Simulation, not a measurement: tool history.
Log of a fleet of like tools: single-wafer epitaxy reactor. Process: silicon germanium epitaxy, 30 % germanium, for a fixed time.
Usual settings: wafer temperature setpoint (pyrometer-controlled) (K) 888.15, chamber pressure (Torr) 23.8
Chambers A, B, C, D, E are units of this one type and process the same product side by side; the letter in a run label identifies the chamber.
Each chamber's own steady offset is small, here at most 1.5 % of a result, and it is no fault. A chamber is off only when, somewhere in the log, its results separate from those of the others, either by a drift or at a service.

| run | hour | wafer temperature setpoint (pyrometer-controlled) (K) | chamber pressure (Torr) | read-back reference wafer on the same gauge, thickness_nm | mean film thickness on the monitor wafer (nm) |
|---|---|---|---|---|---|
| 1C | 7.8 | 888.15 | 23.8 | 95.479 | 83.139 |
| 2D | 20.2 | 888.15 | 23.8 | 95.530 | 82.209 |
| 3A | 33.3 | 888.15 | 23.8 | 95.529 | 82.411 |
| 4B | 39.7 | 888.15 | 23.8 | 95.504 | 83.372 |
| 5E | 48.7 | 888.15 | 23.8 | 95.558 | 82.500 |
| 6A | 62.1 | 888.15 | 23.8 | 95.507 | 82.232 |
| 7C | 73.7 | 888.15 | 23.8 | 95.557 | 82.715 |
| 8B | 82.9 | 888.15 | 23.8 | 95.524 | 83.160 |
| 9D | 89.2 | 888.15 | 23.8 | 95.550 | 82.085 |
| 10E | 102.5 | 888.15 | 23.8 | 95.472 | 81.713 |
| 11D | 116.4 | 888.15 | 23.8 | 95.485 | 82.003 |
| 12B | 125.2 | 888.15 | 23.8 | 95.480 | 83.677 |
| 13C | 139.4 | 898.15 | 26.1 | 95.443 | 101.310 |
| 14E | 146.4 | 898.15 | 26.1 | 95.443 | 101.750 |
| 15A | 158.8 | 898.15 | 26.1 | 95.474 | 103.100 |
| 16E | 173.2 | 898.15 | 26.1 | 95.542 | 102.070 |
| 17A | 186.3 | 898.15 | 26.1 | 95.493 | 102.460 |
| 18C | 196.2 | 888.15 | 23.8 | 95.485 | 81.313 |
| 19B | 204.5 | 888.15 | 23.8 | 95.429 | 83.545 |
| 20D | 214.4 | 888.15 | 23.8 | 95.467 | 81.859 |
|  | 221.9 | chamber A: pyrometer calibrated |
| 21D | 225.5 | 888.15 | 23.8 | 95.463 | 82.518 |
| 22E | 232.0 | 879.15 | 21.3 | 95.509 | 66.738 |
|  | 237.6 | chamber B: capacitance manometer re-zeroed and calibrated |
| 23C | 242.9 | 879.15 | 21.3 | 95.477 | 66.502 |
| 24A | 250.6 | 879.15 | 21.3 | 95.523 | 66.964 |
| 25B | 260.0 | 879.15 | 21.3 | 95.481 | 67.788 |
| 26E | 266.7 | 879.15 | 21.3 | 95.573 | 66.746 |
| 27B | 273.5 | 888.15 | 23.8 | 95.528 | 83.130 |
| 28A | 285.9 | 888.15 | 23.8 | 95.516 | 82.008 |
| 29C | 294.2 | 888.15 | 23.8 | 95.521 | 81.056 |
| 30D | 305.7 | 888.15 | 23.8 | 95.475 | 82.390 |
| 31B | 312.8 | 888.15 | 23.8 | 95.432 | 83.329 |
| 32E | 321.0 | 888.15 | 23.8 | 95.413 | 82.173 |
| 33D | 328.5 | 888.15 | 23.8 | 95.612 | 81.833 |
| 34C | 338.4 | 888.15 | 23.8 | 95.486 | 80.400 |
| 35A | 352.0 | 888.15 | 23.8 | 95.487 | 82.526 |
| 36E | 362.1 | 888.15 | 23.8 | 95.584 | 81.992 |
| 37B | 374.0 | 888.15 | 23.8 | 95.531 | 83.223 |
| 38C | 381.0 | 888.15 | 23.8 | 95.410 | 80.299 |

Predict what each chamber gives when all 5 of them run the settings below next.
| 39A | 391.4 | 888.15 | 23.8 |  | ? |
| 39B | 391.4 | 888.15 | 23.8 |  | ? |
| 39C | 391.4 | 888.15 | 23.8 |  | ? |
| 39D | 391.4 | 888.15 | 23.8 |  | ? |
| 39E | 391.4 | 888.15 | 23.8 |  | ? |

| run | mean film thickness on the monitor wafer (nm) |
|---|---|
| 39A | 82.550 |
| 39B | 82.700 |
| 39C | 80.374 |
| 39D | 81.819 |
| 39E | 82.415 |
